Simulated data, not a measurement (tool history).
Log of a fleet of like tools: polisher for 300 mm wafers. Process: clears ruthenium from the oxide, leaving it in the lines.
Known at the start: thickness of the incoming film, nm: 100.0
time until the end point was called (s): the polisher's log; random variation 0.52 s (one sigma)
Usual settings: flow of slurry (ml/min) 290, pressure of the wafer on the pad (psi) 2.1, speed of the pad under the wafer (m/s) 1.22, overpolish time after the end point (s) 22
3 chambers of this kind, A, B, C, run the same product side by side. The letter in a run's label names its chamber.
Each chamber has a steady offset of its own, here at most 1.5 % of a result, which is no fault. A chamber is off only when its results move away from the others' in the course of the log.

run   hour  flow of slurry (ml/min)  pressure of the wafer on the pad (psi)  speed of the pad under the wafer (m/s)  overpolish time after the end point (s)  time until the end point was called (s)
 1B    5.3                      290                                     2.1                                    1.22                                       22                                   63.979
 2A    8.7                      290                                     2.1                                    1.22                                       22                                   64.124
      10.2  -- chamber B: worn pad replaced by a new one
 3C   12.8                      290                                     2.1                                    1.22                                       22                                   64.493
 4B     18                      290                                     2.1                                    1.22                                       22                                   63.887
 5C   22.2                      290                                     2.1                                    1.22                                       16                                   63.898
 6A   25.3                      290                                     2.1                                    1.22                                       16                                   63.356
 7A   28.5                      290                                     2.1                                    1.22                                       16                                   63.629
 8C   33.5                      290                                     2.1                                    1.22                                       22                                   64.587
      35.5  -- chamber A: worn pad replaced by a new one
 9B   37.5                      290                                     2.1                                    1.22                                       22                                   63.071
10B   40.7                      290                                     2.1                                    1.22                                       22                                   63.983
      41.1  -- chamber B: slurry nozzle cleaned
11A   45.8                      290                                     2.1                                    1.22                                       22                                   64.462
12C   50.3                      290                                     2.1                                    1.22                                       22                                   64.622
13A   53.3                      290                                     2.1                                    1.22                                       22                                   64.136
14C   57.2                      290                                     2.1                                    1.22                                       22                                   66.321
15B   62.4                      290                                     2.1                                    1.22                                       22                                    63.36
16C   67.8                      290                                     2.1                                    1.22                                       22                                   66.371
17A   70.9                      290                                     2.1                                    1.22                                       22                                   63.643
18B   75.6                      360                                     2.1                                    0.88                                       22                                   87.805
19A   80.6                      360                                     2.1                                    0.88                                       22                                   86.459
20C   83.9                      360                                     2.1                                    0.88                                       22                                    93.34
21B   88.8                      290                                     2.1                                    1.22                                       22                                    65.06
22A   93.1                      290                                     2.6                                    1.22                                       22                                   50.726
23B   95.5                      290                                     2.6                                    1.22                                       22                                   51.883
        98  -- chamber B: worn pad replaced by a new one
24C   98.9                      290                                     2.6                                    1.22                                       22                                   54.095
25C  102.9                      290                                     2.1                                    1.22                                       22                                   67.085
26A  106.3                      290                                     2.1                                    1.22                                       22                                    63.54
27B  111.6                      290                                     2.1                                    1.22                                       22                                   64.745
28B  116.4                      290                                     2.1                                    1.22                                       22                                   64.156
     117.1  -- chamber C: slurry nozzle cleaned
29A  121.4                      290                                     1.5                                    1.22                                       30                                     89.8
30C  126.7                      290                                     1.5                                    1.22                                       30                                   97.329
31B  129.6                      290                                     1.5                                    1.22                                       30                                   88.972
     129.8  -- chamber C: head pressure recalibrated
32A  134.3                      290                                     2.1                                    1.22                                       22                                   63.551
       135  -- chamber A: worn pad replaced by a new one
33C  137.9                      290                                     2.1                                    1.22                                       22                                   69.261
34B  142.2                      290                                     2.1                                    1.48                                       22                                   52.228
35C    146                      290                                     2.1                                    1.48                                       22                                   57.707
36A  150.4                      290                                     2.1                                    1.48                                       22                                   52.872
37A  152.8                      290                                     2.1                                    1.22                                       22                                   63.087
38C  155.6                      290                                     1.4                                    1.44                                       22                                   89.891
39B  159.5                      290                                     1.4                                    1.44                                       22                                   81.261
40C  164.5                      290                                     1.4                                    1.44                                       22                                   91.053
       167  -- chamber A: slurry nozzle cleaned
41A  168.5                      290                                     2.1                                    1.22                                       22                                   63.716
42B  172.2                      255                                     2.1                                    1.22                                       22                                   63.734
43B  174.7                      255                                     2.1                                    1.22                                       22                                   64.009
44A  177.2                      255                                     2.1                                    1.22                                       22                                   65.067

Is one chamber off against the others, does the gauge drift, or is nothing wrong? If a chamber is off, say which, and what the likeliest cause is.

Chamber C drifts away from the others.
Cause: removal rate lost through wear of the pad, % = 10.7.

Here are 4 candidates for chamber C's next run, each the usual settings with a change, their results left as question marks. Which one brings its results back in line with what the others give on the usual settings?
In line means no further than this from the other chambers' mean on the usual settings: time until the end point was called (s) 1.8
45C-1  181.1                      290                                     2.2                                     1.3                                       22                                        ?
45C-2  181.1                      290                                     2.6                                    1.22                                       22                                        ?
45C-3  181.1                      290                                     1.9                                    1.08                                       22                                        ?
45C-4  181.1                      290                                       2                                    1.14                                       22                                        ?

The other chambers' mean on the usual settings: time until the end point was called (s) 63.831
  run  time until the end point was called (s)
45C-1                                   64.236
45C-2                                   57.874
45C-3                                   89.941
45C-4                                   80.824
45C-1 brings the chamber back in line.

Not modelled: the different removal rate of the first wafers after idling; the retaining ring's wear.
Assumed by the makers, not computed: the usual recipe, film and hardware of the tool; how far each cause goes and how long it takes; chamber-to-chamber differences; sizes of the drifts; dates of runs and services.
